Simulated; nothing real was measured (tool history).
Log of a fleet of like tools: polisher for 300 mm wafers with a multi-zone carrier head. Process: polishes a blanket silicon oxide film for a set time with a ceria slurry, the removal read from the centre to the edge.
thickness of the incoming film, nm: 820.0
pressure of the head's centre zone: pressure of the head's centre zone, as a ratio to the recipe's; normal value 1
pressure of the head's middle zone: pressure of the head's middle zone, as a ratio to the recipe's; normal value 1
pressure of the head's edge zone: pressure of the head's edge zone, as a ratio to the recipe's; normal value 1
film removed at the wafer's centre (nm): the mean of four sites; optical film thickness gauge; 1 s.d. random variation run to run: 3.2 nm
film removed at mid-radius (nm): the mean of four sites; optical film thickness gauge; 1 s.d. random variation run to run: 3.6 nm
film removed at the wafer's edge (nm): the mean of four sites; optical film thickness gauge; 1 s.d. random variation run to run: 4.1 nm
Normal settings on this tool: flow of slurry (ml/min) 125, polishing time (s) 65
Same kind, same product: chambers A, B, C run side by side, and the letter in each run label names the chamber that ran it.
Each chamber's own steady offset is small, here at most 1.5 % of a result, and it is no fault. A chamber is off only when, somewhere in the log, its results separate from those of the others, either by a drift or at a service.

| run | hour | flow of slurry (ml/min) | pressure of the head's centre zone | pressure of the head's middle zone | pressure of the head's edge zone | polishing time (s) | wafers polished on this pad | hours since the slurry nozzle was cleaned | hours since the centre zone pressure was calibrated | hours since the edge zone pressure was calibrated | film removed at the wafer's centre (nm) | film removed at mid-radius (nm) | film removed at the wafer's edge (nm) |
|---|---|---|---|---|---|---|---|---|---|---|---|---|---|
| 1C | 4.6 | 125 | 1 | 1 | 1 | 65 | 596 | 140.1 | 136.6 | 573.1 | 347.7 | 349.01 | 345.02 |
| 2B | 13.2 | 125 | 1 | 1 | 1 | 65 | 366 | 580.1 | 914.7 | 359 | 348.84 | 343.39 | 351.37 |
|  | 17.7 | chamber B: edge zone pressure recalibrated |
| 3A | 22.6 | 125 | 1 | 1 | 1 | 65 | 1475 | 732.6 | 75.8 | 155.2 | 346.3 | 347.11 | 341.75 |
| 4A | 29.6 | 125 | 1 | 1 | 1 | 65 | 1515 | 739.6 | 82.8 | 162.2 | 352.92 | 343.95 | 349.01 |
|  | 29.8 | chamber A: slurry nozzle cleaned |
|  | 38.7 | chamber A: worn pad replaced by a new one |
| 5C | 39.1 | 125 | 1 | 1 | 1 | 65 | 796 | 174.6 | 171.1 | 607.6 | 344.71 | 349.33 | 333.62 |
| 6B | 48.5 | 125 | 1 | 1 | 1 | 65 | 570 | 615.4 | 950 | 30.9 | 349.74 | 343.8 | 351.91 |
| 7A | 58.1 | 125 | 1 | 1 | 1 | 65 | 112 | 28.3 | 111.3 | 190.7 | 351.37 | 351.06 | 347.68 |
| 8C | 63.6 | 125 | 1 | 1 | 1 | 65 | 937 | 199.1 | 195.6 | 632.1 | 345.9 | 346.46 | 341.96 |
| 9B | 70.4 | 125 | 1 | 0.89 | 1 | 65 | 697 | 637.3 | 971.9 | 52.8 | 346.35 | 308.43 | 347.76 |
| 10A | 80.1 | 125 | 1 | 0.89 | 1 | 65 | 239 | 50.3 | 133.3 | 212.7 | 346.54 | 309.07 | 347.54 |
| 11B | 88.8 | 125 | 1 | 0.89 | 1 | 65 | 803 | 655.7 | 990.3 | 71.2 | 348.91 | 313.03 | 350.11 |
|  | 90.9 | chamber B: centre zone pressure recalibrated |
| 12C | 95.8 | 125 | 1 | 1 | 0.95 | 65 | 1123 | 231.3 | 227.8 | 664.3 | 338.5 | 346.32 | 328.17 |
| 13B | 104 | 125 | 1 | 1 | 0.95 | 65 | 891 | 670.9 | 13.1 | 86.4 | 349.41 | 347.01 | 332.75 |
|  | 109 | chamber B: worn pad replaced by a new one |
| 14C | 113.2 | 125 | 1 | 1 | 0.95 | 65 | 1224 | 248.7 | 245.2 | 681.7 | 339.15 | 338.09 | 319.45 |
| 15A | 123.3 | 125 | 1 | 1 | 1 | 65 | 489 | 93.5 | 176.5 | 255.9 | 347.44 | 346.68 | 343 |
| 16A | 129.2 | 125 | 1 | 1 | 1 | 65 | 523 | 99.4 | 182.4 | 261.8 | 352.17 | 346.34 | 340.03 |
| 17C | 134.4 | 125 | 1 | 1 | 1 | 65 | 1346 | 269.9 | 266.4 | 702.9 | 342.11 | 343.58 | 325.6 |
| 18B | 140.1 | 125 | 1 | 1 | 1 | 65 | 179 | 707 | 49.2 | 122.5 | 345.64 | 349.72 | 349.93 |
| 19A | 145.4 | 125 | 1 | 1 | 1 | 65 | 616 | 115.6 | 198.6 | 278 | 349.82 | 350.22 | 353.48 |
| 20B | 151.9 | 125 | 1 | 1 | 1 | 65 | 248 | 718.8 | 61 | 134.3 | 346.67 | 349.7 | 344.23 |
| 21C | 158.3 | 125 | 1 | 1.1 | 1.06 | 65 | 1484 | 293.8 | 290.3 | 726.8 | 334.31 | 367.37 | 341.03 |
| 22C | 168.3 | 125 | 1 | 1.1 | 1.06 | 65 | 1542 | 303.8 | 300.3 | 736.8 | 329.47 | 372.86 | 336.02 |
| 23B | 178.7 | 125 | 1 | 1.1 | 1.06 | 65 | 402 | 745.6 | 87.8 | 161.1 | 347.21 | 376.96 | 356.97 |
|  | 180.6 | chamber B: slurry nozzle cleaned |
| 24A | 187.7 | 125 | 1 | 1 | 1 | 65 | 861 | 157.9 | 240.9 | 320.3 | 345.7 | 348 | 346.52 |
|  | 190.2 | chamber C: edge zone pressure recalibrated |
| 25B | 197.8 | 125 | 1 | 1 | 1 | 65 | 513 | 17.3 | 106.9 | 180.2 | 342.8 | 339.46 | 343.71 |
| 26A | 203.5 | 125 | 1 | 1 | 1 | 65 | 952 | 173.7 | 256.7 | 336.1 | 348.28 | 349.35 | 335.08 |
| 27C | 212.2 | 125 | 0.89 | 1 | 1 | 65 | 1795 | 347.7 | 344.2 | 22 | 287.3 | 329.34 | 325.55 |
| 28A | 217.1 | 125 | 0.89 | 1 | 1 | 65 | 1030 | 187.3 | 270.3 | 349.7 | 310.15 | 348.44 | 344.27 |
| 29C | 222.4 | 125 | 0.89 | 1 | 1 | 65 | 1854 | 357.9 | 354.4 | 32.2 | 282.05 | 326.34 | 316.82 |
| 30B | 232.3 | 125 | 1 | 1 | 1 | 65 | 712 | 51.8 | 141.4 | 214.7 | 341.16 | 343.95 | 348.26 |
| 31B | 241.1 | 125 | 1 | 1 | 1 | 65 | 763 | 60.6 | 150.2 | 223.5 | 346.49 | 345.85 | 341.84 |
| 32A | 246 | 125 | 1 | 1 | 1 | 65 | 1197 | 216.2 | 299.2 | 378.6 | 343.65 | 351.02 | 343.67 |
| 33C | 254.4 | 125 | 1 | 1 | 1 | 65 | 2039 | 389.9 | 386.4 | 64.2 | 325.07 | 315.41 | 311.52 |
| 34C | 262.7 | 125 | 1 | 1 | 1 | 65 | 2087 | 398.2 | 394.7 | 72.5 | 317.89 | 320.08 | 313.35 |
| 35A | 269.4 | 125 | 1 | 1 | 1 | 65 | 1332 | 239.6 | 322.6 | 402 | 348.04 | 348.07 | 348.53 |
|  | 272.3 | chamber B: worn pad replaced by a new one |
| 36B | 279.5 | 125 | 1 | 1 | 1 | 65 | 41 | 99 | 188.6 | 261.9 | 346.42 | 342.69 | 343.42 |
|  | 286.3 | chamber C: slurry nozzle cleaned |
| 37A | 288 | 125 | 1 | 1 | 1 | 65 | 1440 | 258.2 | 341.2 | 420.6 | 347.44 | 351.94 | 349.27 |
|  | 295.3 | chamber A: worn pad replaced by a new one |
| 38C | 296.5 | 125 | 1 | 1 | 1 | 65 | 2282 | 10.2 | 428.5 | 106.3 | 311.85 | 320.96 | 314.32 |
| 39B | 302.2 | 125 | 1 | 1 | 1 | 65 | 172 | 121.7 | 211.3 | 284.6 | 345.47 | 344.48 | 350.23 |
| 40A | 307.5 | 125 | 1 | 1.05 | 1 | 65 | 70 | 277.7 | 360.7 | 440.1 | 346.7 | 355.77 | 352.97 |
| 41C | 316.1 | 125 | 1 | 1.05 | 1 | 65 | 2396 | 29.8 | 448.1 | 125.9 | 314.77 | 331.32 | 307.18 |
| 42B | 324.9 | 125 | 1 | 1.05 | 1 | 65 | 303 | 144.4 | 234 | 307.3 | 348.82 | 363.06 | 343.68 |

All chambers now run identical settings, listed one chamber a line with results as question marks. What results will each chamber show?
| 43A | 332.4 | 125 | 1 | 1 | 1 | 65 |  |  |  |  | ? | ? | ? |
| 43B | 332.4 | 125 | 1 | 1 | 1 | 65 |  |  |  |  | ? | ? | ? |
| 43C | 332.4 | 125 | 1 | 1 | 1 | 65 |  |  |  |  | ? | ? | ? |

| run | film removed at the wafer's centre (nm) | film removed at mid-radius (nm) | film removed at the wafer's edge (nm) |
|---|---|---|---|
| 43A | 349.3 | 345.36 | 350.53 |
| 43B | 346.38 | 351.97 | 348.62 |
| 43C | 309.28 | 301.75 | 302.69 |
